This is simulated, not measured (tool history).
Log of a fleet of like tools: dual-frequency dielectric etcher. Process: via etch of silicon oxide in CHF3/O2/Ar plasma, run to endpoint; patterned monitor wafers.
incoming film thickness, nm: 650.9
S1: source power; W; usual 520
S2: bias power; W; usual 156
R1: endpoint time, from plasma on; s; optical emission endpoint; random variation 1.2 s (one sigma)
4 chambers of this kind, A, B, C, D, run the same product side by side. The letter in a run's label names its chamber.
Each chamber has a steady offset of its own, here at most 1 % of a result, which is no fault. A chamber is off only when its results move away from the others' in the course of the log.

At hour 4.6: chamber B: wet clean of the chamber.
Run 1D, hour 13.5: usual settings. Result: R1 366.12 s.
Run 2C, hour 24.5: usual settings. Result: R1 369.98 s.
Run 3A, hour 31.4: usual settings. Result: R1 362.26 s.
Run 4B, hour 43.0: usual settings. Result: R1 365.00 s.
Run 5C, hour 50.5: usual settings. Result: R1 367.96 s.
Run 6D, hour 59.9: usual settings. Result: R1 365.29 s.
Run 7B, hour 72.8: usual settings. Result: R1 363.12 s.
Run 8A, hour 80.3: usual settings. Result: R1 366.41 s.
Run 9C, hour 92.4: usual settings. Result: R1 369.55 s.
Run 10B, hour 104.5: usual settings. Result: R1 360.91 s.
Run 11A, hour 111.6: usual settings but S2 172 W. Result: R1 353.96 s.
Run 12D, hour 121.7: usual settings but S2 172 W. Result: R1 354.56 s.
Run 13C, hour 128.2: usual settings but S2 172 W. Result: R1 357.81 s.
Run 14A, hour 141.2: usual settings but S2 172 W. Result: R1 352.19 s.
At hour 150.7: chamber D: wet clean of the chamber.
Run 15B, hour 151.3: usual settings. Result: R1 364.40 s.
Run 16D, hour 159.6: usual settings. Result: R1 376.72 s.
Run 17A, hour 168.9: usual settings. Result: R1 365.71 s.
At hour 176.4: chamber D: bias power generator calibrated.
Run 18C, hour 180.4: usual settings. Result: R1 368.07 s.
Run 19D, hour 193.8: usual settings. Result: R1 379.41 s.
Run 20B, hour 201.7: usual settings. Result: R1 363.48 s.
Run 21A, hour 208.8: usual settings. Result: R1 364.36 s.
Run 22C, hour 219.8: usual settings. Result: R1 368.43 s.
Run 23B, hour 226.7: usual settings. Result: R1 363.52 s.
Run 24D, hour 234.4: usual settings. Result: R1 379.71 s.
At hour 237.4: chamber A: wet clean of the chamber.
Run 25B, hour 246.6: usual settings. Result: R1 362.74 s.
Run 26D, hour 258.8: usual settings. Result: R1 378.79 s.
Run 27A, hour 271.0: usual settings but S2 179 W. Result: R1 346.88 s.
Run 28C, hour 276.9: usual settings but S2 179 W. Result: R1 350.02 s.
Run 29C, hour 285.5: usual settings but S2 179 W. Result: R1 350.99 s.
Run 30B, hour 293.9: usual settings but S2 179 W. Result: R1 346.02 s.
Run 31A, hour 306.3: usual settings. Result: R1 365.92 s.
Run 32D, hour 317.8: usual settings but S2 118 W. Result: R1 416.64 s.

All 4 chambers run these settings next. Forecast each chamber's results:
Run 33A, hour 327.6: usual settings but S2 174 W. Result: R1 ?.
Run 33B, hour 327.6: usual settings but S2 174 W. Result: R1 ?.
Run 33C, hour 327.6: usual settings but S2 174 W. Result: R1 ?.
Run 33D, hour 327.6: usual settings but S2 174 W. Result: R1 ?.

run      R1
33A  352.25
33B  350.26
33C  354.30
33D  365.30
